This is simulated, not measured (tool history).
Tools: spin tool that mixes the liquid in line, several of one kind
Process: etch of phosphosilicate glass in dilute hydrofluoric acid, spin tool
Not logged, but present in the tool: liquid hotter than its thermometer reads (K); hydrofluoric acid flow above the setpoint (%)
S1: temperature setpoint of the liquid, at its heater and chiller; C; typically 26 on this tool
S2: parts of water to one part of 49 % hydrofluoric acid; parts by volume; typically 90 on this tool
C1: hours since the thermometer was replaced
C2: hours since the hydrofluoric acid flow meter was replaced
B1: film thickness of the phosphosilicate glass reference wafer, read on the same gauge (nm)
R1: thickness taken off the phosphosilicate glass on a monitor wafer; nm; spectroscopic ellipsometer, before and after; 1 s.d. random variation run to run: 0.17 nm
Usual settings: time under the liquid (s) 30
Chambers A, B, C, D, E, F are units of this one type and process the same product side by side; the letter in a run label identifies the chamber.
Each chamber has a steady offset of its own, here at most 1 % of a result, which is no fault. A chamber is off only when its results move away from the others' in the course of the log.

Run 1C, hour 10.9: usual settings; C1 374.2; C2 293.9; B1 60.001. Result: R1 27.195 nm.
Run 2F, hour 17.8: usual settings; C1 512.9; C2 209.9; B1 59.979. Result: R1 27.419 nm.
Run 3D, hour 24: usual settings; C1 894.2; C2 981.7; B1 60.011. Result: R1 26.894 nm.
Run 4B, hour 32.1: usual settings; C1 921.2; C2 141.8; B1 60.014. Result: R1 27.521 nm.
Run 5A, hour 43.2: usual settings; C1 996.5; C2 577.3; B1 59.969. Result: R1 26.88 nm.
Run 6E, hour 49.3: usual settings but S1 23.5 C; C1 1225; C2 1386.2; B1 59.993. Result: R1 24.859 nm.
Run 7B, hour 55.5: usual settings but S1 23.5 C; C1 944.6; C2 165.2; B1 59.986. Result: R1 24.636 nm.
Run 8F, hour 62.1: usual settings but S1 23.5 C; C1 557.2; C2 254.2; B1 60.005. Result: R1 24.778 nm.
Run 9E, hour 68.8: usual settings but S1 23.5 C; C1 1244.5; C2 1405.7; B1 59.975. Result: R1 24.768 nm.
Run 10D, hour 78.8: usual settings but S1 23.5 C; C1 949; C2 1036.5; B1 59.98. Result: R1 24.491 nm.
Run 11C, hour 83.9: usual settings but S1 23.5 C; C1 447.2; C2 366.9; B1 60.011. Result: R1 24.556 nm.
Run 12A, hour 95.2: usual settings; C1 1048.5; C2 629.3; B1 60.01. Result: R1 26.936 nm.
Run 13F, hour 103.1: usual settings; C1 598.2; C2 295.2; B1 59.995. Result: R1 27.281 nm.
Run 14D, hour 110.4: usual settings; C1 980.6; C2 1068.1; B1 59.999. Result: R1 27.157 nm.
Run 15C, hour 121.6: usual settings; C1 484.9; C2 404.6; B1 60.004. Result: R1 27.496 nm.
Run 16B, hour 128.7: usual settings but S1 28 C; C1 1017.8; C2 238.4; B1 60.001. Result: R1 29.76 nm.
Run 17E, hour 136.5: usual settings but S1 28 C; C1 1312.2; C2 1473.4; B1 59.982. Result: R1 29.93 nm.
Run 18A, hour 141.7: usual settings but S1 28 C; C1 1095; C2 675.8; B1 59.983. Result: R1 29.295 nm.
Run 19E, hour 147.5: usual settings but S1 28 C; C1 1323.2; C2 1484.4; B1 60.013. Result: R1 29.79 nm.
Run 20A, hour 154.4: usual settings but S1 28 C; C1 1107.7; C2 688.5; B1 59.995. Result: R1 29.269 nm.
Run 21D, hour 160.7: usual settings but S1 28 C; C1 1030.9; C2 1118.4; B1 59.997. Result: R1 29.364 nm.
Run 22B, hour 166.1: usual settings; C1 1055.2; C2 275.8; B1 60. Result: R1 27.775 nm.
Run 23C, hour 172.8: usual settings; C1 536.1; C2 455.8; B1 60.021. Result: R1 27.179 nm.
Run 24F, hour 179.6: usual settings; C1 674.7; C2 371.7; B1 60.008. Result: R1 27.243 nm.
Run 25F, hour 189: usual settings; C1 684.1; C2 381.1; B1 59.997. Result: R1 27.323 nm.
Run 26C, hour 199.1: usual settings but S1 30 C; C1 562.4; C2 482.1; B1 59.987. Result: R1 32.256 nm.
Run 27E, hour 208.5: usual settings but S1 30 C; C1 1384.2; C2 1545.4; B1 59.991. Result: R1 31.961 nm.
Run 28B, hour 218.3: usual settings but S1 30 C; C1 1107.4; C2 328; B1 60.017. Result: R1 32.702 nm.
Run 29D, hour 228.8: usual settings but S1 30 C; C1 1099; C2 1186.5; B1 60.021. Result: R1 31.842 nm.
Run 30A, hour 236.6: usual settings but S1 30 C; C1 1189.9; C2 770.7; B1 60.002. Result: R1 31.308 nm.
Run 31B, hour 243.6: usual settings but S1 30 C; C1 1132.7; C2 353.3; B1 60.003. Result: R1 32.989 nm.
Run 32E, hour 248.5: usual settings but S1 28 C, time under the liquid (s) 20; C1 1424.2; C2 1585.4; B1 60.002. Result: R1 19.933 nm.
Run 33A, hour 259.1: usual settings but S1 28 C, time under the liquid (s) 20; C1 1212.4; C2 793.2; B1 60.017. Result: R1 19.553 nm.
At hour 260.5: chamber E: thermometer replaced.
At hour 263.2: chamber A: hydrofluoric acid flow meter replaced.
Run 34D, hour 269.4: usual settings but S1 28 C, time under the liquid (s) 20; C1 1139.6; C2 1227.1; B1 60.019. Result: R1 19.358 nm.
Run 35F, hour 277.2: usual settings but S1 28 C, time under the liquid (s) 20; C1 772.3; C2 469.3; B1 60.007. Result: R1 19.858 nm.
Run 36C, hour 285.3: usual settings but S1 28 C, time under the liquid (s) 20; C1 648.6; C2 568.3; B1 59.998. Result: R1 19.526 nm.
Run 37D, hour 294.2: usual settings but S1 28 C, time under the liquid (s) 20; C1 1164.4; C2 1251.9; B1 59.996. Result: R1 19.548 nm.
Run 38B, hour 304.3: usual settings; C1 1193.4; C2 414; B1 59.997. Result: R1 28.558 nm.
Run 39C, hour 312.5: usual settings; C1 675.8; C2 595.5; B1 59.988. Result: R1 27.38 nm.
Run 40A, hour 317.4: usual settings; C1 1270.7; C2 54.3; B1 59.999. Result: R1 27.096 nm.
Run 41F, hour 327.2: usual settings; C1 822.3; C2 519.3; B1 59.981. Result: R1 27.437 nm.
Run 42E, hour 337.6: usual settings; C1 77.2; C2 1674.5; B1 60.003. Result: R1 27.763 nm.

Predict what each chamber gives when all 6 of them run the settings below next.
Run 43A, hour 345.6: usual settings but time under the liquid (s) 20. Result: R1 ?.
Run 43B, hour 345.6: usual settings but time under the liquid (s) 20. Result: R1 ?.
Run 43C, hour 345.6: usual settings but time under the liquid (s) 20. Result: R1 ?.
Run 43D, hour 345.6: usual settings but time under the liquid (s) 20. Result: R1 ?.
Run 43E, hour 345.6: usual settings but time under the liquid (s) 20. Result: R1 ?.
Run 43F, hour 345.6: usual settings but time under the liquid (s) 20. Result: R1 ?.

run      R1
43A  18.158
43B  18.927
43C  18.299
43D  17.987
43E  18.258
43F  18.183
